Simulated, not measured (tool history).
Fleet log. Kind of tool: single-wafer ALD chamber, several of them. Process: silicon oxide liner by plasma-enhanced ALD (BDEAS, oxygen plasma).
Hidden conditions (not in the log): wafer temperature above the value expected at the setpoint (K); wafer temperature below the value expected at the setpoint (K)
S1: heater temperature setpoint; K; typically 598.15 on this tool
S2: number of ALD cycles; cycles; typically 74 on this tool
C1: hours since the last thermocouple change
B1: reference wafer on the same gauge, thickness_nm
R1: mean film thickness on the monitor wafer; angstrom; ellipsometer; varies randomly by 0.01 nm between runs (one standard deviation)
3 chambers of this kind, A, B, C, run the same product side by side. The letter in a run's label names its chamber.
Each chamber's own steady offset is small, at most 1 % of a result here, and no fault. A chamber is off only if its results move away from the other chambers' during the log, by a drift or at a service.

run   hour      S1  S2      C1      B1      R1
 1C    2.8  598.15  74  1366.1  6.7088  65.801
 2B    6.8  598.15  74  1864.1  6.7089  66.153
 3A    9.7  598.15  74   252.6  6.7087  66.661
 4B   12.4  598.15  74  1869.7  6.7075  66.096
 5C   15.6  598.15  74  1378.9  6.7074  65.898
 6A   18.2  598.15  74   261.1  6.7025  66.827
      18.5  -- chamber C: thermocouple changed; heater temperature recalibrated
 7B   22.8  598.15  74  1880.1  6.7037  66.082
 8C   25.8  598.15  74     7.4  6.7009  65.733
 9A   28.3  598.15  74   271.2  6.7023  66.946
10B   31.8  587.15  88  1889.1  6.7005  79.943
11C   34.9  587.15  88    16.5  6.7021  79.224
12A   38.6  587.15  88   281.5  6.6964  80.488
13C   41.3  598.15  74    22.9  6.7004  65.682
14B   43.4  598.15  74  1900.7  6.6978  66.138
15A   46.3  598.15  74   289.2  6.6952  66.576
16A   50.8  610.15  74   293.7  6.6959  65.403
17C   53.3  610.15  74    34.9  6.6922  64.428
18B   57.8  610.15  74  1915.1  6.6887  64.942
19B   61.9  598.15  74  1919.2  6.6936  66.008
20A   65.6  598.15  62   308.5  6.6891    55.8
21C   68.1  598.15  62    49.7  6.6879  55.002
22C   72.2  598.15  62    53.8  6.6849   54.87
23A   74.8  598.15  74   317.7  6.6823  66.445
24B   77.4  598.15  74  1934.7  6.6867  65.671
25C   80.5  589.15  63    62.1  6.6817  56.688
26A   83.1  589.15  63     326  6.6828  57.239
27B   85.5  589.15  63  1942.8  6.6829  56.867
28A   87.9  598.15  74   330.8   6.683  66.639
29B   92.2  598.15  74  1949.5  6.6786  65.811
30C   95.3  598.15  74    76.9  6.6777   65.56
31B     99  598.15  74  1956.3  6.6793  65.853
32C  102.2  592.15  63    83.8  6.6769  56.198
33A  104.2  592.15  63   347.1  6.6768   57.21
34B  107.7  592.15  63    1965  6.6742  56.666
35A    111  598.15  74   353.9  6.6728  66.592
36C  114.4  598.15  74      96  6.6717  65.301
37B  117.8  598.15  74  1975.1  6.6698  65.767
38A  120.5  598.15  74   363.4  6.6723  66.355
39C  124.3  598.15  74   105.9  6.6701  65.539
40A  127.6  598.15  74   370.5  6.6697  66.289
41B    131  598.15  74  1988.3  6.6686  65.624

Is one chamber out of step, is the gauge drifting, or do the chambers differ by no more than their own small offsets? For an off chamber, give its letter and the likeliest cause.

The shared gauge is drifting. All chambers look as if they move in step, but none is off.
Likeliest cause: gauge reads low (%) = 0.646.
